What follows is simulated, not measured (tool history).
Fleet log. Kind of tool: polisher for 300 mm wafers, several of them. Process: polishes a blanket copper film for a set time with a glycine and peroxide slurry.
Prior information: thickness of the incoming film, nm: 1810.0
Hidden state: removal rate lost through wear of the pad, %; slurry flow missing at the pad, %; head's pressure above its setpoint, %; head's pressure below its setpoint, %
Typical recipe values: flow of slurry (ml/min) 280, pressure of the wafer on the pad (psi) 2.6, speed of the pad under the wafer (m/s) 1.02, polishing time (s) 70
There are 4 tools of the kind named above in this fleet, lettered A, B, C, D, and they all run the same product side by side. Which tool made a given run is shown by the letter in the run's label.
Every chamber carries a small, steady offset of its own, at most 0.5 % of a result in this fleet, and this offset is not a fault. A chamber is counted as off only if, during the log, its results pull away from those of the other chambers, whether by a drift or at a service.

run	hour	flow of slurry (ml/min)	pressure of the wafer on the pad (psi)	speed of the pad under the wafer (m/s)	polishing time (s)	wafers polished on this pad	hours since the slurry nozzle was cleaned	hours since the head pressure was calibrated	film removed (nm)
1B	13.1	280	2.6	1.02	70	280	119.5	412.8	430.70
# hour 14.3: chamber B: head pressure recalibrated
2C	27.3	280	2.6	1.02	70	1354	500.6	54.7	441.24
# hour 37.4: chamber C: worn pad replaced by a new one
# hour 38.3: chamber A: worn pad replaced by a new one
3A	41.2	280	2.6	1.02	70	20	125.6	374.9	422.59
4D	53.5	280	2.6	1.02	70	1140	136.5	200.2	432.30
5B	60.9	280	2.6	1.02	70	610	167.3	46.7	437.32
# hour 62.3: chamber D: worn pad replaced by a new one
6C	67.9	280	2.6	1.02	70	210	541.2	95.3	432.03
7D	79.5	280	2.6	1.02	70	118	162.5	226.2	431.80
8A	94.1	280	2.6	1.02	70	385	178.5	427.8	428.08
9A	108.5	280	2.6	1.02	70	485	192.9	442.2	425.08
10D	116.2	280	2.6	1.02	70	372	199.2	262.9	424.74
# hour 127.1: chamber A: worn pad replaced by a new one
11B	130.6	280	2.6	1.20	70	1091	237.0	116.4	494.41
12C	144.8	280	2.6	1.20	70	741	618.1	172.2	493.62
13D	155.4	280	2.6	1.20	70	642	238.4	302.1	500.24
14A	164.9	280	2.6	1.20	70	261	249.3	498.6	499.60
15C	175.7	280	2.6	1.02	70	954	649.0	203.1	424.91
16B	190.2	280	2.6	1.02	70	1503	296.6	176.0	418.37
17B	200.9	280	2.6	1.02	70	1577	307.3	186.7	422.06
18D	212.2	280	3.4	0.86	70	1034	295.2	358.9	464.14
19C	222.1	280	3.4	0.86	70	1274	695.4	249.5	470.72
# hour 226.4: chamber D: worn pad replaced by a new one
# hour 229.0: chamber A: worn pad replaced by a new one
20A	231.3	280	3.4	0.86	70	16	315.7	565.0	469.77
21B	238.5	280	3.4	0.86	70	1836	344.9	224.3	453.70
22A	253.0	280	2.6	1.02	70	165	337.4	586.7	433.33
# hour 256.6: chamber C: worn pad replaced by a new one
23C	263.7	280	1.9	1.02	70	49	737.0	291.1	332.25
24D	271.2	280	1.9	1.02	70	309	354.2	417.9	344.17
# hour 275.9: chamber A: slurry nozzle cleaned
25A	280.3	280	1.9	1.02	70	354	4.5	614.0	335.45
# hour 286.2: chamber C: slurry nozzle cleaned
26D	293.9	280	1.9	1.02	70	466	376.9	440.6	332.44
27C	300.9	280	2.6	1.02	70	305	14.7	328.3	423.66
# hour 311.3: chamber B: slurry nozzle cleaned
28B	313.6	220	2.6	1.02	70	2354	2.4	299.4	397.14
# hour 318.4: chamber A: worn pad replaced by a new one
29D	322.9	220	2.6	1.02	70	666	405.9	469.6	417.01
30B	335.5	220	2.6	1.02	70	2506	24.3	321.3	384.53
31C	344.0	220	2.6	1.02	70	603	57.8	371.4	415.42
32A	350.8	280	2.6	1.02	70	224	75.0	684.5	430.89
33C	362.6	280	2.6	1.02	70	731	76.4	390.0	427.26
34A	375.9	280	2.6	1.02	70	397	100.1	709.6	437.66
35B	382.5	280	2.6	1.34	90	2830	71.3	368.3	627.70
36D	392.2	280	2.6	1.34	90	1144	475.2	538.9	707.65
37D	399.6	280	2.6	1.34	90	1195	482.6	546.3	692.20
38A	408.6	280	2.6	1.34	90	622	132.8	742.3	703.84
# hour 415.1: chamber D: worn pad replaced by a new one
39C	418.8	280	3.0	1.02	61	1119	132.6	446.2	426.72
# hour 426.7: chamber A: worn pad replaced by a new one
40B	429.7	280	3.0	1.02	61	3156	118.5	415.5	378.33
# hour 436.6: chamber A: head pressure recalibrated
41A	437.6	280	3.0	1.02	61	75	161.8	1.0	433.15
# hour 439.6: chamber B: head pressure recalibrated
42B	447.4	280	3.0	1.02	61	3278	136.2	7.9	377.78
# hour 448.4: chamber D: slurry nozzle cleaned
43D	459.0	280	2.6	1.02	70	303	10.7	605.7	428.01

For the next run the whole fleet of 4 chambers uses the same settings. Give each chamber's results:
44A	469.5	215	2.6	1.02	70				?
44B	469.5	215	2.6	1.02	70				?
44C	469.5	215	2.6	1.02	70				?
44D	469.5	215	2.6	1.02	70				?

run	film removed (nm)
44A	419.11
44B	367.55
44C	416.09
44D	418.73
